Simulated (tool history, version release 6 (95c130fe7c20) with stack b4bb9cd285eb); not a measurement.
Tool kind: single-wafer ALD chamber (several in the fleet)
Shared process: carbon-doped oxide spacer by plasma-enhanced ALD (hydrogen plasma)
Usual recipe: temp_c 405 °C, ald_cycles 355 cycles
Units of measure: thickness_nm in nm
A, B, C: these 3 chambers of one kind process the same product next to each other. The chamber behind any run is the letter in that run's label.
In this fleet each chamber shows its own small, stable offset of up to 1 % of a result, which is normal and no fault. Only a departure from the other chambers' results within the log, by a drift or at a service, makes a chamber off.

run,hour,temp_c,ald_cycles,hours since the last thermocouple change,"read-back reference wafer on the same gauge, thickness_nm",thickness_nm
1A,6.6,405,355,1337.3,17.585,17.366
2C,13.4,405,355,1509.5,17.602,17.404
3B,18.9,405,355,196.7,17.600,17.288
4C,26.2,405,355,1522.3,17.630,17.562
5A,32.5,405,355,1363.2,17.622,17.158
6B,38.1,410,310,215.9,17.618,15.003
7A,44.6,410,310,1375.3,17.591,14.840
8B,49.4,410,310,227.2,17.621,14.981
9C,56.0,405,355,1552.1,17.607,17.617
10B,60.8,405,355,238.6,17.611,17.324
11C,65.3,405,355,1561.4,17.598,17.631
12A,68.9,405,355,1399.6,17.595,17.365
13B,74.6,405,355,252.4,17.595,17.628
14C,78.8,405,355,1574.9,17.577,17.380
15A,82.4,405,355,1413.1,17.614,17.255
16A,87.2,405,355,1417.9,17.607,17.128
17B,92.1,405,355,269.9,17.586,17.384
18C,97.1,405,355,1593.2,17.578,17.536
19C,103.1,405,355,1599.2,17.623,17.539
20B,109.2,405,355,287.0,17.590,17.482
21A,116.6,415,355,1447.3,17.593,16.596
22C,120.7,415,355,1616.8,17.592,16.941
23A,126.6,415,355,1457.3,17.594,16.865
24B,134.0,405,355,311.8,17.606,17.454
25A,141.8,405,355,1472.5,17.623,17.285
26C,149.0,405,355,1645.1,17.574,17.582
27B,154.8,405,355,332.6,17.609,17.440
28B,159.7,405,355,337.5,17.620,17.446
29A,163.4,411,355,1494.1,17.593,16.950
30C,167.8,411,355,1663.9,17.603,17.258
31B,173.8,411,355,351.6,17.583,17.100
32C,177.7,405,355,1673.8,17.591,17.522
33A,184.8,399,423,1515.5,17.589,20.855
34A,190.8,399,423,1521.5,17.583,21.147
35C,197.7,399,423,1693.8,17.620,21.178
36B,202.1,413,355,379.9,17.595,16.996

Predict what each chamber gives when all 3 of them run the settings below next.
37A,207.7,405,355,,,?
37B,207.7,405,355,,,?
37C,207.7,405,355,,,?

run,thickness_nm
37A,17.144
37B,17.345
37C,17.614
